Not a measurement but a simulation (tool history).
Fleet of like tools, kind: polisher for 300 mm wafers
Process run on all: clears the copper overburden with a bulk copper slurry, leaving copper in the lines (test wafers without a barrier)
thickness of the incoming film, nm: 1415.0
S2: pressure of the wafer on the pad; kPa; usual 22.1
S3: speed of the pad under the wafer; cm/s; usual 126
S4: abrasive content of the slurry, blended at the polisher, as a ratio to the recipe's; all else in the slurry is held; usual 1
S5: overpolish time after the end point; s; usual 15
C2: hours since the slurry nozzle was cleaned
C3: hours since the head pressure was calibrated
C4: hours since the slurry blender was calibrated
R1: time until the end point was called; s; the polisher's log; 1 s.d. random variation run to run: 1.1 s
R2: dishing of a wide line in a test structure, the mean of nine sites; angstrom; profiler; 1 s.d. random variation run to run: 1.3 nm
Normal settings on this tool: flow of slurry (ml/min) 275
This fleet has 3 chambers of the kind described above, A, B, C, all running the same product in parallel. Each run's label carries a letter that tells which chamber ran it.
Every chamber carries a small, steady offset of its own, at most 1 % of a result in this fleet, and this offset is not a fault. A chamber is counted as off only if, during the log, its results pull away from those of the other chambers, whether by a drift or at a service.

{"run": "1A", "day": 0.154, "flow of slurry (ml/min)": 275, "S2": 22.1, "S3": 126, "S4": 1, "S5": 15, "wafers polished on this pad": 90, "C2": 39.3, "C3": 329.3, "C4": 149.3, "R1": 109.35, "R2": 1010.4}
{"run": "2B", "day": 0.442, "flow of slurry (ml/min)": 275, "S2": 22.1, "S3": 126, "S4": 1, "S5": 15, "wafers polished on this pad": 266, "C2": 783.2, "C3": 122.5, "C4": 225.6, "R1": 108.27, "R2": 1027.5}
{"run": "3C", "day": 0.604, "flow of slurry (ml/min)": 275, "S2": 22.1, "S3": 126, "S4": 1, "S5": 15, "wafers polished on this pad": 386, "C2": 109.3, "C3": 242.7, "C4": 114.1, "R1": 106.76, "R2": 1032.2}
{"run": "4A", "day": 0.879, "flow of slurry (ml/min)": 275, "S2": 22.1, "S3": 126, "S4": 1, "S5": 15, "wafers polished on this pad": 255, "C2": 56.7, "C3": 346.7, "C4": 166.7, "R1": 109.64, "R2": 1028.0}
{"run": "5B", "day": 1.142, "flow of slurry (ml/min)": 275, "S2": 22.1, "S3": 126, "S4": 1, "S5": 15, "wafers polished on this pad": 425, "C2": 800.0, "C3": 139.3, "C4": 242.4, "R1": 109.83, "R2": 1018.3}
{"run": "6C", "day": 1.312, "flow of slurry (ml/min)": 275, "S2": 22.1, "S3": 126, "S4": 1, "S5": 15, "wafers polished on this pad": 547, "C2": 126.3, "C3": 259.7, "C4": 131.1, "R1": 108.84, "R2": 1024.1}
{"run": "7B", "day": 1.592, "flow of slurry (ml/min)": 275, "S2": 22.1, "S3": 126, "S4": 1, "S5": 15, "wafers polished on this pad": 527, "C2": 810.8, "C3": 150.1, "C4": 253.2, "R1": 111.58, "R2": 1020.4}
{"run": "8C", "day": 1.796, "flow of slurry (ml/min)": 275, "S2": 22.1, "S3": 126, "S4": 1, "S5": 15, "wafers polished on this pad": 657, "C2": 137.9, "C3": 271.3, "C4": 142.7, "R1": 109.39, "R2": 1043.9}
{"day": 1.862, "done": "chamber B: slurry nozzle cleaned"}
{"day": 1.896, "done": "chamber C: worn pad replaced by a new one"}
{"run": "9A", "day": 2.046, "flow of slurry (ml/min)": 275, "S2": 22.1, "S3": 126, "S4": 1, "S5": 15, "wafers polished on this pad": 519, "C2": 84.7, "C3": 374.7, "C4": 194.7, "R1": 109.22, "R2": 1003.6}
{"day": 2.188, "done": "chamber A: slurry blender recalibrated"}
{"run": "10C", "day": 2.379, "flow of slurry (ml/min)": 275, "S2": 22.1, "S3": 126, "S4": 1, "S5": 15, "wafers polished on this pad": 109, "C2": 151.9, "C3": 285.3, "C4": 156.7, "R1": 112.41, "R2": 1016.5}
{"run": "11A", "day": 2.671, "flow of slurry (ml/min)": 275, "S2": 22.1, "S3": 126, "S4": 1, "S5": 15, "wafers polished on this pad": 661, "C2": 99.7, "C3": 389.7, "C4": 11.7, "R1": 110.23, "R2": 1017.1}
{"run": "12B", "day": 2.958, "flow of slurry (ml/min)": 275, "S2": 22.1, "S3": 126, "S4": 1, "S5": 15, "wafers polished on this pad": 837, "C2": 26.4, "C3": 182.9, "C4": 286.0, "R1": 109.83, "R2": 1029.4}
{"run": "13A", "day": 3.192, "flow of slurry (ml/min)": 275, "S2": 22.1, "S3": 126, "S4": 1, "S5": 15, "wafers polished on this pad": 779, "C2": 112.2, "C3": 402.2, "C4": 24.2, "R1": 109.56, "R2": 1033.9}
{"run": "14C", "day": 3.471, "flow of slurry (ml/min)": 275, "S2": 22.1, "S3": 126, "S4": 1, "S5": 15, "wafers polished on this pad": 357, "C2": 178.1, "C3": 311.5, "C4": 182.9, "R1": 115.71, "R2": 1021.4}
{"run": "15B", "day": 3.771, "flow of slurry (ml/min)": 275, "S2": 22.1, "S3": 126, "S4": 1, "S5": 15, "wafers polished on this pad": 1021, "C2": 45.9, "C3": 202.4, "C4": 305.5, "R1": 111.82, "R2": 1028.9}
{"run": "16C", "day": 3.95, "flow of slurry (ml/min)": 275, "S2": 22.1, "S3": 126, "S4": 1, "S5": 15, "wafers polished on this pad": 465, "C2": 189.6, "C3": 323.0, "C4": 194.4, "R1": 117.62, "R2": 963.42}
{"run": "17B", "day": 4.167, "flow of slurry (ml/min)": 275, "S2": 22.1, "S3": 126, "S4": 1, "S5": 15, "wafers polished on this pad": 1111, "C2": 55.4, "C3": 211.9, "C4": 315.0, "R1": 110.67, "R2": 999.32}
{"day": 4.238, "done": "chamber C: worn pad replaced by a new one"}
{"run": "18A", "day": 4.333, "flow of slurry (ml/min)": 275, "S2": 22.1, "S3": 126, "S4": 1, "S5": 15, "wafers polished on this pad": 1038, "C2": 139.6, "C3": 429.6, "C4": 51.6, "R1": 111.19, "R2": 1016.4}
{"run": "19A", "day": 4.629, "flow of slurry (ml/min)": 275, "S2": 22.1, "S3": 126, "S4": 1, "S5": 15, "wafers polished on this pad": 1105, "C2": 146.7, "C3": 436.7, "C4": 58.7, "R1": 109.12, "R2": 1040.0}
{"run": "20C", "day": 4.892, "flow of slurry (ml/min)": 275, "S2": 22.1, "S3": 126, "S4": 1, "S5": 15, "wafers polished on this pad": 149, "C2": 212.2, "C3": 345.6, "C4": 217.0, "R1": 119.96, "R2": 969.09}
{"run": "21B", "day": 5.133, "flow of slurry (ml/min)": 275, "S2": 22.1, "S3": 126, "S4": 1, "S5": 15, "wafers polished on this pad": 1330, "C2": 78.6, "C3": 235.1, "C4": 338.2, "R1": 111.16, "R2": 1011.1}
{"run": "22C", "day": 5.412, "flow of slurry (ml/min)": 275, "S2": 22.1, "S3": 126, "S4": 1, "S5": 15, "wafers polished on this pad": 267, "C2": 224.7, "C3": 358.1, "C4": 229.5, "R1": 124.84, "R2": 943.46}

Read the log: is a single chamber off, either drifting away or since a service, is the gauge that measures every chamber drifting, or is nothing wrong beyond small per-chamber offsets? Name any odd chamber and what most likely caused it.

Chamber C drifts away from the others.
Likeliest cause: head's pressure below its setpoint, % = 12.

Chamber C could run next with any of the 4 candidate recipes listed below; each alters the usual settings, and their results appear as question marks. Which one brings its results back in line with what the other chambers deliver on the usual settings?
A result is in line if it is within this distance of the other chambers' mean on the usual settings: R1 3.90 s; R2 46.00 angstrom
{"run": "23C-1", "day": 5.654, "flow of slurry (ml/min)": 275, "S2": 22.8, "S3": 128, "S4": 1, "S5": 15, "R1": "?", "R2": "?"}
{"run": "23C-2", "day": 5.654, "flow of slurry (ml/min)": 275, "S2": 23.4, "S3": 134, "S4": 1, "S5": 15, "R1": "?", "R2": "?"}
{"run": "23C-3", "day": 5.654, "flow of slurry (ml/min)": 275, "S2": 20.7, "S3": 118, "S4": 1, "S5": 15, "R1": "?", "R2": "?"}
{"run": "23C-4", "day": 5.654, "flow of slurry (ml/min)": 275, "S2": 21.4, "S3": 124, "S4": 1, "S5": 15, "R1": "?", "R2": "?"}

The other chambers' mean on the usual settings: R1 110.68 s; R2 1014.30 angstrom
run=23C-1 R1=119.15 R2=962.31
run=23C-2 R1=110.52 R2=1013.40
run=23C-3 R1=142.06 R2=845.41
run=23C-4 R1=130.91 R2=896.94
The answer is 23C-2, which returns the chamber to within the allowed miss of the others.

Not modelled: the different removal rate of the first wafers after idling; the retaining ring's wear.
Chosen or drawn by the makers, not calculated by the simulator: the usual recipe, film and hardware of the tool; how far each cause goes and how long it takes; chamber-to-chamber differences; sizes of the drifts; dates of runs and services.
